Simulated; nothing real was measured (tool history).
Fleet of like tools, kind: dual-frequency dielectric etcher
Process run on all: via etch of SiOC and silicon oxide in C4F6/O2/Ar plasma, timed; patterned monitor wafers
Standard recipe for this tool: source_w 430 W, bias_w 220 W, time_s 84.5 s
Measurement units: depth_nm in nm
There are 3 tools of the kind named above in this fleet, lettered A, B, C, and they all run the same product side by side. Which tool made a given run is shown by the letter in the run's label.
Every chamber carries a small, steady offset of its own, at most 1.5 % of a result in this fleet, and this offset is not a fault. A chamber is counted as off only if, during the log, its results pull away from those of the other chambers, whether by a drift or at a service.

run	hour	source_w	bias_w	time_s	read-back reference wafer on the same gauge, depth_nm	depth_nm
1C	5.8	430	220	84.5	119.01	104.17
2A	11.9	430	220	84.5	118.94	104.98
3B	16.8	430	220	84.5	118.92	103.53
4B	20.2	430	220	84.5	119.01	104.01
5A	26	350	220	84.5	119.09	96.586
6C	31.2	350	220	84.5	118.86	96.722
7B	35.5	350	220	84.5	118.96	95.682
8C	41.4	430	220	84.5	118.91	104.58
9A	46.4	490	220	73.5	119.16	95.196
10A	53.7	490	220	73.5	119.05	96.81
11C	60.5	490	220	73.5	119.06	95.174
12B	65.8	430	220	84.5	119.08	103.24
13B	71.2	430	220	84.5	119.01	104.33
14C	76	430	220	84.5	119.06	104.42
15A	79.4	430	220	84.5	119.07	104.82
16B	82.7	430	220	84.5	118.97	103.44
17C	88.9	430	220	84.5	119.11	105.21
18A	93.1	430	220	84.5	119.04	104.82
19B	98.8	430	220	84.5	118.86	103.04
20C	103.1	430	220	84.5	118.98	104.38
21A	108.5	430	220	84.5	119.08	104.43
22C	115.2	430	195	84.5	119.14	100.42
# hour 117.4: chamber A: wet clean of the chamber
23B	119.8	430	195	84.5	119.08	99.841
24A	126.7	430	195	84.5	118.97	95.604
25A	133.7	430	220	84.5	119.04	100.41
26C	137.8	430	220	84.5	119.11	104.42
27B	143.9	430	220	84.5	119.07	104.66
28A	151	430	220	84.5	119.08	99.867
29B	157.8	430	220	84.5	118.94	104.5
30C	164.2	430	173	84.5	118.92	97.124
31C	171.3	430	173	84.5	119	96.779
32A	174.7	430	173	84.5	118.9	91.685
33B	179	430	192	84.5	119.13	99.329
34C	185.7	430	192	84.5	118.93	99.741
35A	192.2	430	192	84.5	118.91	95.392
36B	198.7	430	220	84.5	119.2	103.54
37A	204.1	430	250	102	119.02	125.65
38C	208.3	430	250	102	118.98	132.08
39B	213.4	430	250	102	118.93	131.3

Decide between three cases: one chamber stands off from its peers, the gauge reading all wafers drifts, or nothing is wrong past each chamber's small offset. Where a chamber is off, say which and what most likely put it there.

Chamber A came out of a service off from its peers and stayed that way.
Likeliest cause: etch rate under this chamber's usual, % = 4.89.

Chamber A could run next with any of the 4 candidate recipes listed below; each alters the usual settings, and their results appear as question marks. Which one brings its results back in line with what the other chambers deliver on the usual settings?
Allowed miss from the other chambers' usual-settings mean, per result, to count as in line: depth_nm 1.4 nm
40A-1	218.7	420	217	79.5		?
40A-2	218.7	440	223	89.5		?
40A-3	218.7	430	218	81.5		?
40A-4	218.7	430	222	88		?

The other chambers' mean on the usual settings: depth_nm 104.2 nm
run	depth_nm
40A-1	92.607
40A-2	107.11
40A-3	95.942
40A-4	104.23
40A-4 is the one that brings the chamber's results back in line with the other chambers.
